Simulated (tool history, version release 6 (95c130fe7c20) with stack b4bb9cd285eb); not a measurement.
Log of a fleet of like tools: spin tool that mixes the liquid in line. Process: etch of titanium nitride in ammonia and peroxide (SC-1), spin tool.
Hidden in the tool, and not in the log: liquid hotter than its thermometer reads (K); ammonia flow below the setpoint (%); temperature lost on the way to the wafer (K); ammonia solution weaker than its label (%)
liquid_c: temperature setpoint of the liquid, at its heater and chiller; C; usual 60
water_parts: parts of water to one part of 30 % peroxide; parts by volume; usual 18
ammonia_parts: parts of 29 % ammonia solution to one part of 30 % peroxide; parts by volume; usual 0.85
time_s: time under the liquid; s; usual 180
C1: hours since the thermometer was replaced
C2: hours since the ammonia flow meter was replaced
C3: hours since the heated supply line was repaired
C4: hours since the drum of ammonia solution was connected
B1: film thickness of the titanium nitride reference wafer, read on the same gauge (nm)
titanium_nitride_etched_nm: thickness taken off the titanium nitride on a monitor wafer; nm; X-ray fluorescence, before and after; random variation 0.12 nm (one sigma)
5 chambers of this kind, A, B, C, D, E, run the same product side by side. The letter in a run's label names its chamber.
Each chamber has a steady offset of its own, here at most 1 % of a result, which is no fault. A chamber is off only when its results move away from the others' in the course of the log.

Run 1D, hour 6.7: usual settings; C1 843.1; C2 665.1; C3 83.4; C4 291.3; B1 149.98. Result: titanium_nitride_etched_nm 12.832 nm.
At hour 8.4: chamber E: new drum of ammonia solution connected.
Run 2C, hour 15.9: usual settings; C1 1402.8; C2 340.8; C3 1292.9; C4 234; B1 150. Result: titanium_nitride_etched_nm 13.175 nm.
At hour 16: chamber E: thermometer replaced.
Run 3A, hour 24.2: usual settings; C1 136.3; C2 42.1; C3 484.6; C4 837.1; B1 150.01. Result: titanium_nitride_etched_nm 13.048 nm.
Run 4B, hour 32: usual settings; C1 1023; C2 741; C3 628.2; C4 697.7; B1 149.97. Result: titanium_nitride_etched_nm 13.16 nm.
At hour 34.3: chamber B: thermometer replaced.
Run 5E, hour 40: usual settings; C1 24.1; C2 604.9; C3 540.5; C4 31.6; B1 150.03. Result: titanium_nitride_etched_nm 12.991 nm.
At hour 47.6: chamber B: ammonia flow meter replaced.
Run 6A, hour 48.4: usual settings but liquid_c 68.5 C, time_s 230 s; C1 160.5; C2 66.3; C3 508.8; C4 861.3; B1 149.98. Result: titanium_nitride_etched_nm 29.027 nm.
Run 7E, hour 55.6: usual settings but liquid_c 68.5 C, time_s 230 s; C1 39.7; C2 620.5; C3 556.1; C4 47.2; B1 150.03. Result: titanium_nitride_etched_nm 29.156 nm.
Run 8B, hour 63.6: usual settings but liquid_c 68.5 C, time_s 230 s; C1 29.3; C2 16.1; C3 659.8; C4 729.3; B1 150. Result: titanium_nitride_etched_nm 28.652 nm.
Run 9D, hour 71.1: usual settings but liquid_c 68.5 C, time_s 230 s; C1 907.5; C2 729.5; C3 147.8; C4 355.7; B1 150.03. Result: titanium_nitride_etched_nm 28.334 nm.
Run 10C, hour 77.5: usual settings but liquid_c 68.5 C, time_s 230 s; C1 1464.4; C2 402.4; C3 1354.5; C4 295.6; B1 150.02. Result: titanium_nitride_etched_nm 29.066 nm.
Run 11C, hour 85.3: usual settings; C1 1472.2; C2 410.2; C3 1362.3; C4 303.4; B1 150.02. Result: titanium_nitride_etched_nm 13.05 nm.
Run 12A, hour 91: usual settings; C1 203.1; C2 108.9; C3 551.4; C4 903.9; B1 150. Result: titanium_nitride_etched_nm 13.217 nm.
Run 13E, hour 95.1: usual settings; C1 79.2; C2 660; C3 595.6; C4 86.7; B1 149.99. Result: titanium_nitride_etched_nm 13.097 nm.
Run 14B, hour 103.2: usual settings; C1 68.9; C2 55.7; C3 699.4; C4 768.9; B1 150. Result: titanium_nitride_etched_nm 13.226 nm.
Run 15D, hour 111.8: usual settings but water_parts 12 parts by volume, time_s 280 s; C1 948.2; C2 770.2; C3 188.5; C4 396.4; B1 150.02. Result: titanium_nitride_etched_nm 25.786 nm.
Run 16D, hour 119.8: usual settings but water_parts 12 parts by volume, time_s 280 s; C1 956.2; C2 778.2; C3 196.5; C4 404.4; B1 149.99. Result: titanium_nitride_etched_nm 25.879 nm.
At hour 120.5: chamber A: new drum of ammonia solution connected.
Run 17A, hour 126.3: usual settings but water_parts 12 parts by volume, time_s 280 s; C1 238.4; C2 144.2; C3 586.7; C4 5.9; B1 149.98. Result: titanium_nitride_etched_nm 25.814 nm.
Run 18E, hour 131.3: usual settings but water_parts 12 parts by volume, time_s 280 s; C1 115.4; C2 696.2; C3 631.8; C4 122.9; B1 149.98. Result: titanium_nitride_etched_nm 25.574 nm.
Run 19B, hour 137.7: usual settings but water_parts 12 parts by volume, time_s 280 s; C1 103.4; C2 90.2; C3 733.9; C4 803.4; B1 150.04. Result: titanium_nitride_etched_nm 25.064 nm.
Run 20C, hour 146.3: usual settings; C1 1533.2; C2 471.2; C3 1423.3; C4 364.4; B1 150.02. Result: titanium_nitride_etched_nm 13.165 nm.
Run 21B, hour 154: usual settings; C1 119.7; C2 106.5; C3 750.2; C4 819.7; B1 150.02. Result: titanium_nitride_etched_nm 13.226 nm.
Run 22C, hour 162.3: usual settings; C1 1549.2; C2 487.2; C3 1439.3; C4 380.4; B1 150.03. Result: titanium_nitride_etched_nm 13.091 nm.
Run 23A, hour 167.1: usual settings; C1 279.2; C2 185; C3 627.5; C4 46.7; B1 150. Result: titanium_nitride_etched_nm 13.203 nm.
Run 24E, hour 173.2: usual settings but water_parts 24 parts by volume; C1 157.3; C2 738.1; C3 673.7; C4 164.8; B1 149.99. Result: titanium_nitride_etched_nm 11.26 nm.
Run 25D, hour 180.5: usual settings but water_parts 24 parts by volume; C1 1016.9; C2 838.9; C3 257.2; C4 465.1; B1 149.99. Result: titanium_nitride_etched_nm 11.804 nm.
Run 26C, hour 184.9: usual settings but water_parts 24 parts by volume; C1 1571.8; C2 509.8; C3 1461.9; C4 403; B1 149.96. Result: titanium_nitride_etched_nm 11.26 nm.
Run 27E, hour 191.4: usual settings but water_parts 24 parts by volume; C1 175.5; C2 756.3; C3 691.9; C4 183; B1 150.01. Result: titanium_nitride_etched_nm 11.243 nm.
Run 28D, hour 199.9: usual settings but water_parts 24 parts by volume; C1 1036.3; C2 858.3; C3 276.6; C4 484.5; B1 150.01. Result: titanium_nitride_etched_nm 11.791 nm.
Run 29A, hour 205.1: usual settings; C1 317.2; C2 223; C3 665.5; C4 84.7; B1 150.02. Result: titanium_nitride_etched_nm 13.013 nm.
Run 30B, hour 211.2: usual settings; C1 176.9; C2 163.7; C3 807.4; C4 876.9; B1 149.97. Result: titanium_nitride_etched_nm 13.178 nm.
Run 31C, hour 217.7: usual settings but water_parts 10 parts by volume; C1 1604.6; C2 542.6; C3 1494.7; C4 435.8; B1 150.02. Result: titanium_nitride_etched_nm 18.205 nm.
At hour 223.3: chamber B: heated supply line repaired.
Run 32B, hour 226.4: usual settings but water_parts 10 parts by volume; C1 192.1; C2 178.9; C3 3.2; C4 892.1; B1 149.98. Result: titanium_nitride_etched_nm 17.851 nm.
Run 33A, hour 234.6: usual settings but water_parts 10 parts by volume; C1 346.7; C2 252.5; C3 695; C4 114.2; B1 150.02. Result: titanium_nitride_etched_nm 18.197 nm.
Run 34E, hour 240.8: usual settings but water_parts 10 parts by volume; C1 224.9; C2 805.7; C3 741.3; C4 232.4; B1 150. Result: titanium_nitride_etched_nm 17.763 nm.
Run 35D, hour 245.3: usual settings but water_parts 10 parts by volume; C1 1081.7; C2 903.7; C3 322; C4 529.9; B1 150. Result: titanium_nitride_etched_nm 19.52 nm.
At hour 249.6: chamber C: heated supply line repaired.
Run 36D, hour 254.8: usual settings; C1 1091.2; C2 913.2; C3 331.5; C4 539.4; B1 149.98. Result: titanium_nitride_etched_nm 14.191 nm.
At hour 260.9: chamber C: new drum of ammonia solution connected.
Run 37E, hour 261.4: usual settings but liquid_c 68 C, water_parts 14 parts by volume; C1 245.5; C2 826.3; C3 761.9; C4 253; B1 150.02. Result: titanium_nitride_etched_nm 25.044 nm.
Run 38A, hour 269.8: usual settings but liquid_c 68 C, water_parts 14 parts by volume; C1 381.9; C2 287.7; C3 730.2; C4 149.4; B1 149.99. Result: titanium_nitride_etched_nm 24.962 nm.
Run 39B, hour 278.5: usual settings but liquid_c 68 C, water_parts 14 parts by volume; C1 244.2; C2 231; C3 55.3; C4 944.2; B1 150. Result: titanium_nitride_etched_nm 24.827 nm.
Run 40C, hour 284.8: usual settings but liquid_c 68 C, water_parts 14 parts by volume; C1 1671.7; C2 609.7; C3 35.3; C4 24; B1 150. Result: titanium_nitride_etched_nm 25.263 nm.
Run 41B, hour 292.8: usual settings but liquid_c 68 C, water_parts 14 parts by volume; C1 258.5; C2 245.3; C3 69.6; C4 958.5; B1 150. Result: titanium_nitride_etched_nm 24.751 nm.
Run 42C, hour 300.8: usual settings; C1 1687.7; C2 625.7; C3 51.3; C4 40; B1 150.01. Result: titanium_nitride_etched_nm 13.268 nm.

All 5 chambers run these settings next. Forecast each chamber's results:
Run 43A, hour 307.6: usual settings but ammonia_parts 1.15 parts by volume. Result: titanium_nitride_etched_nm ?.
Run 43B, hour 307.6: usual settings but ammonia_parts 1.15 parts by volume. Result: titanium_nitride_etched_nm ?.
Run 43C, hour 307.6: usual settings but ammonia_parts 1.15 parts by volume. Result: titanium_nitride_etched_nm ?.
Run 43D, hour 307.6: usual settings but ammonia_parts 1.15 parts by volume. Result: titanium_nitride_etched_nm ?.
Run 43E, hour 307.6: usual settings but ammonia_parts 1.15 parts by volume. Result: titanium_nitride_etched_nm ?.

run  titanium_nitride_etched_nm
43A                      13.737
43B                      13.615
43C                      13.875
43D                      15.078
43E                       13.77
